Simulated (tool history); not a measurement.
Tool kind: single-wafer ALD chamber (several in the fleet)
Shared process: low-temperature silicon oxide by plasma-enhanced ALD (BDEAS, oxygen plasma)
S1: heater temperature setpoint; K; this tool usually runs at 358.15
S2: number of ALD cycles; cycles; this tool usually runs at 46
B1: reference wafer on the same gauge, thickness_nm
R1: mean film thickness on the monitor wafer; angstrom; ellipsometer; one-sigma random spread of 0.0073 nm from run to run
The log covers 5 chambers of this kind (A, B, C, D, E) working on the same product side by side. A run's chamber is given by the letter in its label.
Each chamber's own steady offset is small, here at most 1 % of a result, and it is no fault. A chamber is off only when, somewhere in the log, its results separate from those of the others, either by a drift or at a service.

run 1E hour=4.1 | S1=358.15 S2=46 | B1=7.6918 | R1=69.549
run 2C hour=7.3 | S1=358.15 S2=46 | B1=7.6924 | R1=69.266
run 3D hour=12.6 | S1=358.15 S2=46 | B1=7.6929 | R1=68.854
run 4A hour=17.6 | S1=358.15 S2=46 | B1=7.6936 | R1=69.174
run 5B hour=21.6 | S1=358.15 S2=46 | B1=7.6940 | R1=69.261
run 6B hour=25.0 | S1=358.15 S2=46 | B1=7.6930 | R1=69.131
run 7A hour=30.5 | S1=358.15 S2=38 | B1=7.6952 | R1=57.326
run 8C hour=36.4 | S1=358.15 S2=38 | B1=7.6969 | R1=57.244
run 9D hour=41.2 | S1=358.15 S2=38 | B1=7.6964 | R1=56.933
run 10E hour=47.0 | S1=358.15 S2=38 | B1=7.6993 | R1=57.471
run 11B hour=51.5 | S1=358.15 S2=38 | B1=7.6993 | R1=57.275
run 12D hour=55.3 | S1=358.15 S2=46 | B1=7.6986 | R1=68.915
run 13A hour=60.8 | S1=358.15 S2=46 | B1=7.7031 | R1=69.416
run 14C hour=65.4 | S1=358.15 S2=46 | B1=7.7023 | R1=69.452
run 15E hour=70.1 | S1=358.15 S2=46 | B1=7.7042 | R1=69.696
run 16C hour=75.0 | S1=358.15 S2=46 | B1=7.7048 | R1=69.339
run 17D hour=78.5 | S1=358.15 S2=46 | B1=7.7045 | R1=69.018
run 18A hour=82.0 | S1=358.15 S2=46 | B1=7.7062 | R1=69.294
run 19B hour=87.0 | S1=358.15 S2=46 | B1=7.7069 | R1=69.356
run 20E hour=90.4 | S1=358.15 S2=46 | B1=7.7075 | R1=69.612
run 21A hour=95.0 | S1=358.15 S2=46 | B1=7.7062 | R1=69.508
run 22B hour=98.9 | S1=358.15 S2=46 | B1=7.7117 | R1=69.429
run 23E hour=104.4 | S1=358.15 S2=46 | B1=7.7089 | R1=69.639
run 24D hour=108.8 | S1=358.15 S2=46 | B1=7.7099 | R1=69.023
run 25C hour=112.8 | S1=358.15 S2=46 | B1=7.7120 | R1=69.466
run 26C hour=117.3 | S1=358.15 S2=46 | B1=7.7130 | R1=69.431
run 27A hour=121.5 | S1=358.15 S2=46 | B1=7.7119 | R1=69.569
run 28E hour=125.9 | S1=358.15 S2=46 | B1=7.7130 | R1=69.913
run 29D hour=128.7 | S1=358.15 S2=42 | B1=7.7163 | R1=62.989
run 30B hour=131.6 | S1=358.15 S2=42 | B1=7.7124 | R1=63.399
run 31D hour=134.4 | S1=358.15 S2=42 | B1=7.7140 | R1=63.017
run 32E hour=138.1 | S1=358.15 S2=42 | B1=7.7152 | R1=63.668
run 33C hour=142.3 | S1=358.15 S2=42 | B1=7.7194 | R1=63.370
run 34B hour=147.5 | S1=358.15 S2=46 | B1=7.7171 | R1=69.365
run 35A hour=151.4 | S1=358.15 S2=46 | B1=7.7175 | R1=69.584
run 36A hour=155.1 | S1=358.15 S2=46 | B1=7.7200 | R1=69.612
run 37E hour=158.0 | S1=358.15 S2=46 | B1=7.7212 | R1=69.833
run 38D hour=163.2 | S1=358.15 S2=46 | B1=7.7202 | R1=69.117
run 39C hour=166.2 | S1=358.15 S2=46 | B1=7.7210 | R1=69.503
run 40B hour=169.5 | S1=358.15 S2=46 | B1=7.7199 | R1=69.528

Does one chamber stand apart from the rest, does the shared gauge drift, or is all well apart from small per-chamber offsets? Give the chamber and the most likely cause, where there is one.

None of the chambers is off. What moves is the gauge, dragging all their readings along together.
Likeliest cause: gauge reads high (%) = 0.429.
